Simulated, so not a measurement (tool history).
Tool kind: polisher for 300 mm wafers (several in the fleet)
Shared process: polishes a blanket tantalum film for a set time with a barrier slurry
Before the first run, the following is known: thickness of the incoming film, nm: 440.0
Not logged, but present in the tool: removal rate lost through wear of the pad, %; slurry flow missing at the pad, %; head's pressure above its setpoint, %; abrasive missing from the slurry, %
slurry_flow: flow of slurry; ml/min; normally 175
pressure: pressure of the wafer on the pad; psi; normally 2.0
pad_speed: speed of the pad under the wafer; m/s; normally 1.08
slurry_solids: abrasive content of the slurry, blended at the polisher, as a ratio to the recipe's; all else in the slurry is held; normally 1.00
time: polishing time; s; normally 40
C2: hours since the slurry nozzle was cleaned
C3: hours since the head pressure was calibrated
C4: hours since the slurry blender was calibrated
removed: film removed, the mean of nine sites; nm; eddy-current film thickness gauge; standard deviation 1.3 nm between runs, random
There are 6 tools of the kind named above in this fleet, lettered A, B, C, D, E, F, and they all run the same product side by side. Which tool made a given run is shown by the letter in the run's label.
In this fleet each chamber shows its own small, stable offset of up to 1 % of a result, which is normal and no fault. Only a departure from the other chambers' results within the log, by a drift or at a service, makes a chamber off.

Run 1D, hour 5.8: usual settings; wafers polished on this pad 323; C2 252.3; C3 670.9; C4 103.8. Result: removed 85.667 nm.
Run 2B, hour 9.6: usual settings; wafers polished on this pad 552; C2 117.2; C3 266.9; C4 238.0. Result: removed 85.011 nm.
Run 3C, hour 12.7: usual settings; wafers polished on this pad 836; C2 13.2; C3 242.5; C4 150.1. Result: removed 86.865 nm.
Run 4F, hour 19.0: usual settings; wafers polished on this pad 369; C2 387.3; C3 956.6; C4 39.4. Result: removed 85.728 nm.
At hour 23.3: chamber B: worn pad replaced by a new one.
Run 5E, hour 24.1: usual settings; wafers polished on this pad 437; C2 169.6; C3 90.3; C4 43.6. Result: removed 87.398 nm.
At hour 26.9: chamber C: worn pad replaced by a new one.
At hour 29.9: chamber D: worn pad replaced by a new one.
At hour 29.9: chamber C: slurry blender recalibrated.
Run 6A, hour 30.6: usual settings; wafers polished on this pad 1122; C2 569.9; C3 361.0; C4 36.1. Result: removed 86.924 nm.
At hour 31.1: chamber E: worn pad replaced by a new one.
Run 7B, hour 34.4: usual settings but slurry_flow 125 ml/min, time 48 s; wafers polished on this pad 144; C2 142.0; C3 291.7; C4 262.8. Result: removed 96.787 nm.
Run 8F, hour 38.3: usual settings but slurry_flow 125 ml/min, time 48 s; wafers polished on this pad 618; C2 406.6; C3 975.9; C4 58.7. Result: removed 95.281 nm.
Run 9D, hour 43.2: usual settings but slurry_flow 125 ml/min, time 48 s; wafers polished on this pad 172; C2 289.7; C3 708.3; C4 141.2. Result: removed 93.878 nm.
Run 10C, hour 49.0: usual settings but slurry_flow 125 ml/min, time 48 s; wafers polished on this pad 285; C2 49.5; C3 278.8; C4 19.2. Result: removed 94.730 nm.
At hour 49.2: chamber A: worn pad replaced by a new one.
At hour 53.5: chamber D: slurry nozzle cleaned.
Run 11E, hour 54.0: usual settings but slurry_flow 125 ml/min, time 48 s; wafers polished on this pad 295; C2 199.5; C3 120.2; C4 73.5. Result: removed 95.679 nm.
Run 12A, hour 59.5: usual settings but slurry_flow 125 ml/min, time 48 s; wafers polished on this pad 133; C2 598.8; C3 389.9; C4 65.0. Result: removed 99.031 nm.
At hour 60.7: chamber D: head pressure recalibrated.
Run 13D, hour 64.4: usual settings but slurry_flow 145 ml/min, slurry_solids 1.15; wafers polished on this pad 446; C2 11.0; C3 3.8; C4 162.4. Result: removed 84.726 nm.
At hour 66.5: chamber A: slurry nozzle cleaned.
Run 14F, hour 68.1: usual settings but slurry_flow 145 ml/min, slurry_solids 1.15; wafers polished on this pad 1003; C2 436.4; C3 1005.7; C4 88.5. Result: removed 86.471 nm.
Run 15E, hour 72.4: usual settings but slurry_flow 145 ml/min, slurry_solids 1.15; wafers polished on this pad 533; C2 217.9; C3 138.6; C4 91.9. Result: removed 84.141 nm.
Run 16B, hour 75.5: usual settings but slurry_flow 145 ml/min, slurry_solids 1.15; wafers polished on this pad 674; C2 183.1; C3 332.8; C4 303.9. Result: removed 88.196 nm.
At hour 77.3: chamber D: worn pad replaced by a new one.
At hour 78.9: chamber E: worn pad replaced by a new one.
Run 17C, hour 79.5: usual settings but slurry_flow 145 ml/min, slurry_solids 1.15; wafers polished on this pad 679; C2 80.0; C3 309.3; C4 49.7. Result: removed 87.609 nm.
At hour 82.7: chamber F: worn pad replaced by a new one.
Run 18A, hour 83.6: usual settings but slurry_flow 145 ml/min, slurry_solids 1.15; wafers polished on this pad 444; C2 17.2; C3 414.0; C4 89.1. Result: removed 86.564 nm.
Run 19A, hour 86.5: usual settings but pressure 1.8 psi, pad_speed 1.40 m/s; wafers polished on this pad 481; C2 20.1; C3 416.9; C4 92.0. Result: removed 100.700 nm.
At hour 88.2: chamber E: slurry blender recalibrated.
Run 20E, hour 90.9: usual settings but pressure 1.8 psi, pad_speed 1.40 m/s; wafers polished on this pad 155; C2 236.4; C3 157.1; C4 2.8. Result: removed 96.790 nm.
At hour 92.3: chamber B: worn pad replaced by a new one.
Run 21B, hour 95.1: usual settings but pressure 1.8 psi, pad_speed 1.40 m/s; wafers polished on this pad 37; C2 202.7; C3 352.4; C4 323.5. Result: removed 101.410 nm.
At hour 95.2: chamber F: head pressure recalibrated.
Run 22C, hour 98.3: usual settings but pressure 1.8 psi, pad_speed 1.40 m/s; wafers polished on this pad 922; C2 98.8; C3 328.1; C4 68.5. Result: removed 96.897 nm.
Run 23D, hour 103.5: usual settings but pressure 1.8 psi, pad_speed 1.40 m/s; wafers polished on this pad 338; C2 50.1; C3 42.9; C4 201.5. Result: removed 99.700 nm.
At hour 105.9: chamber B: head pressure recalibrated.
Run 24F, hour 108.9: usual settings but pressure 1.8 psi, pad_speed 1.40 m/s; wafers polished on this pad 338; C2 477.2; C3 13.8; C4 129.3. Result: removed 109.470 nm.
At hour 110.2: chamber A: head pressure recalibrated.
Run 25A, hour 114.6: usual settings; wafers polished on this pad 844; C2 48.2; C3 4.5; C4 120.1. Result: removed 87.160 nm.
At hour 115.5: chamber B: slurry nozzle cleaned.
At hour 118.3: chamber C: worn pad replaced by a new one.
Run 26F, hour 120.9: usual settings; wafers polished on this pad 493; C2 489.2; C3 25.8; C4 141.3. Result: removed 93.171 nm.
At hour 125.3: chamber D: worn pad replaced by a new one.
At hour 126.6: chamber E: worn pad replaced by a new one.
Run 27D, hour 126.6: usual settings; wafers polished on this pad 17; C2 73.2; C3 66.0; C4 224.6. Result: removed 85.509 nm.
Run 28C, hour 130.0: usual settings; wafers polished on this pad 152; C2 130.5; C3 359.8; C4 100.2. Result: removed 83.927 nm.
Run 29B, hour 136.6: usual settings; wafers polished on this pad 573; C2 21.2; C3 30.8; C4 365.0. Result: removed 85.726 nm.
At hour 138.8: chamber A: worn pad replaced by a new one.
Run 30E, hour 143.0: usual settings; wafers polished on this pad 212; C2 288.5; C3 209.2; C4 54.9. Result: removed 84.197 nm.
Run 31B, hour 146.5: usual settings; wafers polished on this pad 700; C2 31.1; C3 40.7; C4 374.9. Result: removed 86.517 nm.
Run 32C, hour 150.0: usual settings; wafers polished on this pad 410; C2 150.5; C3 379.8; C4 120.2. Result: removed 84.791 nm.
Run 33F, hour 155.3: usual settings; wafers polished on this pad 937; C2 523.6; C3 60.2; C4 175.7. Result: removed 98.653 nm.
At hour 159.3: chamber B: worn pad replaced by a new one.
Run 34D, hour 159.8: usual settings; wafers polished on this pad 446; C2 106.4; C3 99.2; C4 257.8. Result: removed 84.917 nm.
At hour 164.2: chamber B: slurry blender recalibrated.
Run 35E, hour 166.3: usual settings; wafers polished on this pad 513; C2 311.8; C3 232.5; C4 78.2. Result: removed 85.665 nm.
Run 36A, hour 172.2: usual settings; wafers polished on this pad 431; C2 105.8; C3 62.1; C4 177.7. Result: removed 86.897 nm.
At hour 172.3: chamber E: worn pad replaced by a new one.
At hour 174.3: chamber F: worn pad replaced by a new one.
Run 37E, hour 175.5: usual settings; wafers polished on this pad 41; C2 321.0; C3 241.7; C4 87.4. Result: removed 84.481 nm.
Run 38B, hour 179.6: usual settings; wafers polished on this pad 262; C2 64.2; C3 73.8; C4 15.5. Result: removed 87.521 nm.
Run 39F, hour 184.7: usual settings; wafers polished on this pad 134; C2 553.0; C3 89.6; C4 205.1. Result: removed 98.226 nm.
Run 40A, hour 191.4: usual settings but pad_speed 0.82 m/s, slurry_solids 1.25; wafers polished on this pad 679; C2 125.0; C3 81.3; C4 196.9. Result: removed 70.472 nm.

Is one chamber out of step, is the gauge drifting, or do the chambers differ by no more than their own small offsets? For an off chamber, give its letter and the likeliest cause.

Chamber F came out of a service off from its peers and stayed that way.
Likeliest cause: head's pressure above its setpoint, % = 11.7.

Chamber F could run next with any of the 4 candidate recipes listed below; each alters the usual settings, and their results appear as question marks. Which one brings its results back in line with what the other chambers deliver on the usual settings?
Maximum distance from the other chambers' mean on the usual settings for a result to count as in line: removed 4.500 nm
Run 41F-1, hour 196.3: usual settings but slurry_flow 170 ml/min, pressure 1.8 psi. Result: removed ?.
Run 41F-2, hour 196.3: usual settings but pad_speed 1.10 m/s, time 41 s. Result: removed ?.
Run 41F-3, hour 196.3: usual settings but pressure 2.1 psi, pad_speed 1.12 m/s, time 42 s. Result: removed ?.
Run 41F-4, hour 196.3: usual settings but slurry_flow 150 ml/min. Result: removed ?.

Average result of the remaining chambers running the usual settings: removed 85.501 nm
  run  removed
41F-1   86.183
41F-2  100.320
41F-3  109.840
41F-4   93.767
The right change is 41F-1: it brings the chamber back within the allowed miss of the others.

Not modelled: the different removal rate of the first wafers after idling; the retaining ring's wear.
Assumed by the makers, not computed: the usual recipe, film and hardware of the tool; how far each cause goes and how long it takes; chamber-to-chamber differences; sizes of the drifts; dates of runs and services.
